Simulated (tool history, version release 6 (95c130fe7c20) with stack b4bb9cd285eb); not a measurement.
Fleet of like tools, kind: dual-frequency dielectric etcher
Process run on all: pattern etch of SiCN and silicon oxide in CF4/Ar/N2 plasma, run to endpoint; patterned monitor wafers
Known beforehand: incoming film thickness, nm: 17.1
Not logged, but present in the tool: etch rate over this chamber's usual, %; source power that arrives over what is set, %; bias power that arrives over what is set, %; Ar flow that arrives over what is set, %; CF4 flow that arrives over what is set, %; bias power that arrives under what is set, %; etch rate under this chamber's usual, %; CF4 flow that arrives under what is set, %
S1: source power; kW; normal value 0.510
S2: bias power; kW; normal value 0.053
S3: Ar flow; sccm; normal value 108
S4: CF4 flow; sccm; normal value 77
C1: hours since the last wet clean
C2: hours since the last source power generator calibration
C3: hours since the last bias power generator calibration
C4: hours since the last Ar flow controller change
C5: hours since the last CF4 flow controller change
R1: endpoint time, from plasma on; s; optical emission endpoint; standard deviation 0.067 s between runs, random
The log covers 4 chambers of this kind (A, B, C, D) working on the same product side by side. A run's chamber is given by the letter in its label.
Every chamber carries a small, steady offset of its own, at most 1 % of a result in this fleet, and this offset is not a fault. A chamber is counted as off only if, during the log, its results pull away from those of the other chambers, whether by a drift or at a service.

run    day     S1     S2   S3  S4     C1      C2      C3      C4      C5      R1
 1B  0.312  0.510  0.053  108  77  352.3  2538.6  1849.3  1346.3   423.9  19.684
 2C  0.738  0.510  0.053  108  77  376.3   106.2  1561.5  4312.5  1561.3  19.525
 3D  0.996  0.510  0.053  108  77  276.4  2429.3  1644.7   688.3  2326.7  19.497
     1.325  -- chamber B: source power generator calibrated
 4A  1.338  0.510  0.053  108  77  466.4  2412.0   816.0   357.9  1934.4  19.813
     1.362  -- chamber A: CF4 flow controller replaced
     1.571  -- chamber A: wet clean of the chamber
 5C  1.704  0.510  0.053  108  77  399.5   129.4  1584.7  4335.7  1584.5  19.558
 6D  1.992  0.510  0.053  108  77  300.3  2453.2  1668.6   712.2  2350.6  19.544
 7A  2.296  0.430  0.065  108  77   17.5  2435.0   839.0   380.9    22.4  21.380
     2.425  -- chamber D: source power generator calibrated
 8B  2.588  0.430  0.065  108  77  406.9    30.4  1903.9  1400.9   478.5  21.401
 9B  2.825  0.430  0.065  108  77  412.6    36.1  1909.6  1406.6   484.2  21.527
     2.938  -- chamber C: wet clean of the chamber
10A  3.092  0.430  0.065  108  77   36.6  2454.1   858.1   400.0    41.5  21.336
11C  3.488  0.510  0.053  108  77   13.2   172.2  1627.5  4378.5  1627.3  20.229
12D  3.921  0.510  0.053  108  77  346.6    35.9  1714.9   758.5  2396.9  19.455
13D  4.133  0.510  0.053   89  77  351.7    41.0  1720.0   763.6  2402.0  18.894
14A  4.375  0.510  0.053   89  77   67.4  2484.9   888.9   430.8    72.3  19.053
15B  4.642  0.510  0.053   89  77  456.2    79.7  1953.2  1450.2   527.8  19.174
16C  4.888  0.510  0.053   89  77   46.8   205.8  1661.1  4412.1  1660.9  19.526
17C  5.221  0.510  0.053  108  77   54.8   213.8  1669.1  4420.1  1668.9  20.110
18D  5.592  0.390  0.053  116  77  386.7    76.0  1755.0   798.6  2437.0  25.208
19A  5.904  0.390  0.053  116  77  104.1  2521.6   925.6   467.5   109.0  25.373
20B  6.221  0.390  0.053  116  77  494.1   117.6  1991.1  1488.1   565.7  25.260
21C  6.538  0.390  0.053  116  77   86.4   245.4  1700.7  4451.7  1700.5  25.977
     6.604  -- chamber B: wet clean of the chamber
     6.621  -- chamber D: bias power generator calibrated
22B  6.850  0.510  0.053  108  77    6.0   132.7  2006.2  1503.2   580.8  19.643
23A  7.146  0.510  0.053  108  77  133.9  2551.4   955.4   497.3   138.8  19.646
24D  7.525  0.510  0.041  108  77  433.1   122.4    21.8   845.0  2483.4  21.196
25C  7.746  0.510  0.041  108  77  115.4   274.4  1729.7  4480.7  1729.5  21.892
26D  7.996  0.510  0.041  108  77  444.4   133.7    33.1   856.3  2494.7  21.120

All chambers now run identical settings, listed one chamber a line with results as question marks. What results will each chamber show?
27A  8.308  0.410  0.053  108  77                       ?
27B  8.308  0.410  0.053  108  77                       ?
27C  8.308  0.410  0.053  108  77                       ?
27D  8.308  0.410  0.053  108  77                       ?

run      R1
27A  23.936
27B  24.056
27C  24.588
27D  23.792
